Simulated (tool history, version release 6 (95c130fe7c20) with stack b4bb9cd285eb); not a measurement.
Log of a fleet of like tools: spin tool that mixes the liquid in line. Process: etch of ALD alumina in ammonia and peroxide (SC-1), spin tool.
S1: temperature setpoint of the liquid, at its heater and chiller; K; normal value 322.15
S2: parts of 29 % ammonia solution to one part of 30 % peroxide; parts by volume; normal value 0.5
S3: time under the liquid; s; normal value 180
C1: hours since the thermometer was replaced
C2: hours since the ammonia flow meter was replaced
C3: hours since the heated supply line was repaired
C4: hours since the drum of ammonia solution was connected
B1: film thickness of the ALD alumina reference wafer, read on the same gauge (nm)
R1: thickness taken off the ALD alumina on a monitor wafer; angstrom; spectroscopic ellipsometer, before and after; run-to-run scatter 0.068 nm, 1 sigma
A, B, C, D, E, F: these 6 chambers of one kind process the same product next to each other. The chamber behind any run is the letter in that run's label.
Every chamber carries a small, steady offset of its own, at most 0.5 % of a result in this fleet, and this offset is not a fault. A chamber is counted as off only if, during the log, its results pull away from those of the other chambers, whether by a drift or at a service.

run,hour,S1,S2,S3,C1,C2,C3,C4,B1,R1
1B,4.5,322.15,0.5,180,1023.7,600.6,2416.9,1046,49.997,103.73
2E,8.5,322.15,0.5,180,1063.5,111,532.9,140.3,50.007,104.55
3C,12.3,322.15,0.5,180,45.9,220,2519.8,154.1,50.007,104.79
4D,15.2,322.15,0.5,180,674.5,249.4,600.7,475.5,50.012,104.93
5F,19.3,322.15,0.5,180,592.4,1036.9,219,233.5,49.985,105.49
6A,23.1,322.15,0.5,180,1867.2,66.5,1033.2,441.6,50.007,103.46
7C,27,322.15,0.3,110,60.6,234.7,2534.5,168.8,50.011,60.939
8A,31.4,322.15,0.3,110,1875.5,74.8,1041.5,449.9,50.009,60.764
9E,35.7,322.15,0.3,110,1090.7,138.2,560.1,167.5,50.004,61.213
# hour 38.8: chamber D: new drum of ammonia solution connected
10F,40.6,322.15,0.3,110,613.7,1058.2,240.3,254.8,50.006,61.537
11B,44.5,322.15,0.3,110,1063.7,640.6,2456.9,1086,50.012,60.939
12D,48.1,322.15,0.3,110,707.4,282.3,633.6,9.3,50.009,61.048
# hour 48.7: chamber B: new drum of ammonia solution connected
13E,53.5,322.15,0.5,180,1108.5,156,577.9,185.3,50.013,104.84
14F,56.4,322.15,0.5,180,629.5,1074,256.1,270.6,49.996,106.05
15C,59.4,322.15,0.5,180,93,267.1,2566.9,201.2,49.972,105.46
# hour 60.6: chamber B: thermometer replaced
16B,62.4,322.15,0.5,180,1.8,658.5,2474.8,13.7,49.983,106.49
17A,67.6,322.15,0.5,180,1911.7,111,1077.7,486.1,50.018,102.4
18D,72.3,322.15,0.5,180,731.6,306.5,657.8,33.5,49.994,104.17
19F,75.9,322.15,0.5,180,649,1093.5,275.6,290.1,49.994,106.23
20E,80.8,322.15,0.5,180,1135.8,183.3,605.2,212.6,50.015,105.35
21B,83.4,322.15,0.5,180,22.8,679.5,2495.8,34.7,50.001,105.23
22D,87.4,322.15,0.5,180,746.7,321.6,672.9,48.6,49.986,104.65
23C,90.9,322.15,0.5,180,124.5,298.6,2598.4,232.7,49.989,105.5
24A,95.4,316.65,0.5,180,1939.5,138.8,1105.5,513.9,49.978,77.236
25F,98.2,316.65,0.5,180,671.3,1115.8,297.9,312.4,49.973,77.334
26D,102.8,316.65,0.5,180,762.1,337,688.3,64,49.998,75.79
27A,108.1,316.65,0.5,180,1952.2,151.5,1118.2,526.6,50.001,76.598
28B,112.3,316.65,0.5,180,51.7,708.4,2524.7,63.6,50.017,77.317
29C,115.9,316.65,0.5,180,149.5,323.6,2623.4,257.7,49.989,76.875
30E,118.2,328.65,0.3,180,1173.2,220.7,642.6,250,50.031,141.44
# hour 120.1: chamber F: new drum of ammonia solution connected
31D,122.4,328.65,0.3,180,781.7,356.6,707.9,83.6,49.988,141.49
32A,125.7,328.65,0.3,180,1969.8,169.1,1135.8,544.2,49.987,141.54
33F,130.8,328.65,0.3,180,703.9,1148.4,330.5,10.7,49.996,143.62
34C,133.5,328.65,0.3,180,167.1,341.2,2641,275.3,50.015,140.77
35B,138.2,328.65,0.3,180,77.6,734.3,2550.6,89.5,49.983,142.01
# hour 140: chamber C: new drum of ammonia solution connected
36E,143.1,322.15,0.5,180,1198.1,245.6,667.5,274.9,50.004,104.67
37C,145.6,322.15,0.5,180,179.2,353.3,2653.1,5.7,50.022,104.62
38A,149.5,322.15,0.5,180,1993.6,192.9,1159.6,568,49.989,104.95

Each of the 6 chambers runs these same settings next. Fill in every chamber's results:
39A,153.4,322.15,0.5,180,,,,,,?
39B,153.4,322.15,0.5,180,,,,,,?
39C,153.4,322.15,0.5,180,,,,,,?
39D,153.4,322.15,0.5,180,,,,,,?
39E,153.4,322.15,0.5,180,,,,,,?
39F,153.4,322.15,0.5,180,,,,,,?

run,R1
39A,104.58
39B,104.94
39C,105.86
39D,105.14
39E,104.62
39F,105.39
